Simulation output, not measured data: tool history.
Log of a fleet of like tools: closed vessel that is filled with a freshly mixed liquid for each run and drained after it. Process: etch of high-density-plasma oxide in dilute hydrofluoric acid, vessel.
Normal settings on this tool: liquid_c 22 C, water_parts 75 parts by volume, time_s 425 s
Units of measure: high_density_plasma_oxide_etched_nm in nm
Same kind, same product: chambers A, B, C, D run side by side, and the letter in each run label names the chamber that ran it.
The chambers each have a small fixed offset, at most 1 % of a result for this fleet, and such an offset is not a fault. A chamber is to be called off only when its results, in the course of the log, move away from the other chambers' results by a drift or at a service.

| run | hour | liquid_c | water_parts | time_s | hours since the thermometer was replaced | hours since the hydrofluoric acid flow meter was replaced | read-back film thickness of the high-density-plasma oxide reference wafer, read on the same gauge (nm) | high_density_plasma_oxide_etched_nm |
|---|---|---|---|---|---|---|---|---|
| 1B | 2.3 | 22 | 75 | 425 | 427.1 | 492.4 | 119.96 | 27.311 |
| 2D | 6 | 22 | 75 | 425 | 309.4 | 793.2 | 120.01 | 27.79 |
| 3C | 9.3 | 22 | 75 | 425 | 311.9 | 534.3 | 119.98 | 27.225 |
| 4A | 13.1 | 22 | 75 | 425 | 1441 | 1371.7 | 120.03 | 27.609 |
| 5C | 16.3 | 22 | 75 | 425 | 318.9 | 541.3 | 119.98 | 27.555 |
| 6B | 20.2 | 22 | 75 | 425 | 445 | 510.3 | 120.02 | 27.675 |
| 7D | 23.4 | 22 | 75 | 425 | 326.8 | 810.6 | 120.02 | 27.924 |
| 8A | 25.8 | 22 | 75 | 425 | 1453.7 | 1384.4 | 120 | 27.429 |
| 9D | 28.3 | 22 | 75 | 425 | 331.7 | 815.5 | 119.96 | 27.808 |
| 10C | 31.1 | 22 | 75 | 425 | 333.7 | 556.1 | 120.01 | 27.239 |
| 11B | 33.6 | 22 | 35 | 235 | 458.4 | 523.7 | 120.02 | 33.991 |
| 12A | 37.6 | 22 | 35 | 235 | 1465.5 | 1396.2 | 119.98 | 34.615 |
| 13D | 40.8 | 22 | 35 | 235 | 344.2 | 828 | 119.98 | 34.074 |
| 14A | 45.2 | 22 | 35 | 235 | 1473.1 | 1403.8 | 120 | 34.491 |
| 15C | 49.1 | 22 | 75 | 425 | 351.7 | 574.1 | 120 | 27.193 |
| 16B | 51.5 | 22 | 75 | 425 | 476.3 | 541.6 | 119.98 | 27.323 |
| 17D | 54.3 | 22 | 75 | 425 | 357.7 | 841.5 | 120.01 | 28.02 |
| 18C | 58 | 22 | 75 | 425 | 360.6 | 583 | 120.01 | 27.427 |
| 19B | 60.8 | 22 | 75 | 425 | 485.6 | 550.9 | 120 | 27.186 |
| 20A | 64.6 | 22 | 90 | 650 | 1492.5 | 1423.2 | 120 | 34.329 |
| 21B | 69.5 | 22 | 90 | 650 | 494.3 | 559.6 | 119.97 | 33.752 |
|  | 71 | chamber A: hydrofluoric acid flow meter replaced |
| 22C | 72.8 | 22 | 90 | 650 | 375.4 | 597.8 | 120 | 34.479 |
| 23D | 75.4 | 22 | 90 | 650 | 378.8 | 862.6 | 120.04 | 34.846 |
| 24A | 79.4 | 22 | 75 | 425 | 1507.3 | 8.5 | 119.98 | 27.458 |
| 25A | 84 | 22 | 75 | 425 | 1511.9 | 13.1 | 119.99 | 27.671 |
| 26D | 86.6 | 22 | 75 | 425 | 390 | 873.8 | 119.99 | 27.802 |
| 27B | 91.2 | 22 | 75 | 425 | 516 | 581.3 | 120 | 27.185 |
| 28C | 95.7 | 22 | 75 | 425 | 398.3 | 620.7 | 120 | 27.229 |
| 29A | 98.7 | 22 | 75 | 425 | 1526.6 | 27.8 | 120.01 | 27.494 |
| 30C | 101.7 | 17.5 | 75 | 425 | 404.3 | 626.7 | 120.01 | 22.328 |
| 31B | 104.9 | 17.5 | 75 | 425 | 529.7 | 595 | 120 | 22.38 |
| 32D | 107.9 | 17.5 | 75 | 425 | 411.3 | 895.1 | 119.98 | 23.004 |
| 33B | 110.2 | 17.5 | 75 | 425 | 535 | 600.3 | 120.02 | 22.391 |
| 34C | 114.2 | 22 | 75 | 425 | 416.8 | 639.2 | 119.98 | 27.326 |
| 35D | 117.6 | 22 | 75 | 425 | 421 | 904.8 | 119.98 | 27.596 |
| 36A | 120.9 | 22 | 75 | 425 | 1548.8 | 50 | 119.98 | 27.435 |
| 37D | 125.6 | 22 | 75 | 425 | 429 | 912.8 | 119.96 | 27.893 |
| 38C | 129.7 | 22 | 75 | 425 | 432.3 | 654.7 | 120.03 | 27.398 |
| 39A | 132.7 | 22 | 75 | 425 | 1560.6 | 61.8 | 119.99 | 27.507 |

Does one chamber stand apart from the rest, does the shared gauge drift, or is all well apart from small per-chamber offsets? Give the chamber and the most likely cause, where there is one.

Chamber B drifts away from the others.
Likeliest cause: liquid colder than its thermometer reads (K) = 0.671.
With only this log, it may be confused with: hydrofluoric acid flow below the setpoint (%).

Below are 4 candidate recipes for chamber B's next run, each the usual settings with a change, their results shown as question marks. Which of them brings B's results back in line with what the other chambers give on the usual settings?
To be in line, a result may differ from the other chambers' mean on the usual settings by at most: high_density_plasma_oxide_etched_nm 0.5 nm
| 40B-1 | 136.2 | 22 | 75 | 410 |  |  |  | ? |
| 40B-2 | 136.2 | 23 | 75 | 425 |  |  |  | ? |
| 40B-3 | 136.2 | 22 | 80 | 425 |  |  |  | ? |
| 40B-4 | 136.2 | 22 | 75 | 455 |  |  |  | ? |

Average result of the remaining chambers running the usual settings: high_density_plasma_oxide_etched_nm 27.556 nm
| run | high_density_plasma_oxide_etched_nm |
|---|---|
| 40B-1 | 25.667 |
| 40B-2 | 27.7 |
| 40B-3 | 24.788 |
| 40B-4 | 28.485 |
40B-2 is the one that brings the chamber's results back in line with the other chambers.

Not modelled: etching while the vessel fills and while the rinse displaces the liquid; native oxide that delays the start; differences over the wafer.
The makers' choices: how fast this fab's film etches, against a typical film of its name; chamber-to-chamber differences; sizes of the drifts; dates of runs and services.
